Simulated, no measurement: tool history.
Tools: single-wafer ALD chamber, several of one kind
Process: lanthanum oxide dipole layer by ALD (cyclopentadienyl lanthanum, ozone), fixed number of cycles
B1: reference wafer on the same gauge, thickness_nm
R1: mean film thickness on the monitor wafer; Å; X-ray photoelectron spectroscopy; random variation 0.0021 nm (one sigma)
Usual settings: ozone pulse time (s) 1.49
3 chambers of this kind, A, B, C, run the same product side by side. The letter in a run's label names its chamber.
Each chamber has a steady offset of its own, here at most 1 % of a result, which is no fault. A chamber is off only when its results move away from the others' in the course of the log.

{"run": "1C", "hour": 5.8, "ozone pulse time (s)": 1.49, "B1": 0.51641, "R1": 5.4518}
{"run": "2B", "hour": 11.0, "ozone pulse time (s)": 1.49, "B1": 0.51598, "R1": 5.464}
{"run": "3A", "hour": 15.2, "ozone pulse time (s)": 1.49, "B1": 0.51615, "R1": 5.4524}
{"run": "4C", "hour": 23.7, "ozone pulse time (s)": 1.49, "B1": 0.51646, "R1": 5.4515}
{"run": "5A", "hour": 31.0, "ozone pulse time (s)": 1.49, "B1": 0.51625, "R1": 5.4278}
{"run": "6B", "hour": 35.9, "ozone pulse time (s)": 1.49, "B1": 0.51565, "R1": 5.4828}
{"run": "7B", "hour": 40.7, "ozone pulse time (s)": 1.49, "B1": 0.5167, "R1": 5.4803}
{"run": "8A", "hour": 49.3, "ozone pulse time (s)": 1.49, "B1": 0.51579, "R1": 5.4739}
{"run": "9C", "hour": 57.2, "ozone pulse time (s)": 1.49, "B1": 0.51593, "R1": 5.4475}
{"hour": 57.3, "done": "chamber C: ozone generator serviced"}
{"run": "10C", "hour": 63.5, "ozone pulse time (s)": 1.49, "B1": 0.51641, "R1": 5.5154}
{"run": "11A", "hour": 71.7, "ozone pulse time (s)": 1.49, "B1": 0.51605, "R1": 5.4472}
{"run": "12B", "hour": 77.3, "ozone pulse time (s)": 1.49, "B1": 0.5161, "R1": 5.4648}
{"run": "13A", "hour": 85.3, "ozone pulse time (s)": 1.49, "B1": 0.51614, "R1": 5.403}
{"run": "14C", "hour": 92.4, "ozone pulse time (s)": 1.49, "B1": 0.51622, "R1": 5.4519}
{"run": "15B", "hour": 97.7, "ozone pulse time (s)": 1.28, "B1": 0.51581, "R1": 5.3037}
{"run": "16A", "hour": 103.8, "ozone pulse time (s)": 1.28, "B1": 0.51651, "R1": 5.209}
{"run": "17C", "hour": 111.9, "ozone pulse time (s)": 1.28, "B1": 0.51621, "R1": 5.3121}
{"run": "18B", "hour": 116.1, "ozone pulse time (s)": 1.49, "B1": 0.51608, "R1": 5.4737}
{"run": "19B", "hour": 122.8, "ozone pulse time (s)": 1.49, "B1": 0.51596, "R1": 5.4167}
{"run": "20A", "hour": 127.7, "ozone pulse time (s)": 1.16, "B1": 0.51634, "R1": 5.0117}
{"run": "21C", "hour": 132.2, "ozone pulse time (s)": 1.16, "B1": 0.51643, "R1": 5.2047}
{"run": "22A", "hour": 137.0, "ozone pulse time (s)": 1.16, "B1": 0.51633, "R1": 4.9214}
{"run": "23C", "hour": 145.8, "ozone pulse time (s)": 1.1, "B1": 0.51593, "R1": 5.13}
{"run": "24B", "hour": 149.8, "ozone pulse time (s)": 1.1, "B1": 0.51569, "R1": 5.1551}
{"run": "25C", "hour": 157.5, "ozone pulse time (s)": 1.1, "B1": 0.51642, "R1": 5.1412}
{"run": "26A", "hour": 161.8, "ozone pulse time (s)": 1.49, "B1": 0.5154, "R1": 5.2295}

Is one chamber off against the others, does the gauge drift, or is nothing wrong? If a chamber is off, say which, and what the likeliest cause is.

Chamber A drifts away from the others.
Cause: ozone dose below that of a generator just serviced (%) = 21.8.

Here are 4 candidates for chamber A's next run, each the usual settings with a change, their results left as question marks. Which one brings its results back in line with what the others give on the usual settings?
In line means no further than this from the other chambers' mean on the usual settings: R1 0.072 Å
{"run": "27A-1", "hour": 168.3, "ozone pulse time (s)": 1.35, "R1": "?"}
{"run": "27A-2", "hour": 168.3, "ozone pulse time (s)": 1.22, "R1": "?"}
{"run": "27A-3", "hour": 168.3, "ozone pulse time (s)": 1.63, "R1": "?"}
{"run": "27A-4", "hour": 168.3, "ozone pulse time (s)": 1.92, "R1": "?"}

The other chambers' mean on the usual settings: R1 5.4805 Å
run=27A-1 R1=5.0636
run=27A-2 R1=4.9132
run=27A-3 R1=5.3015
run=27A-4 R1=5.4608
27A-4 brings the chamber back in line.
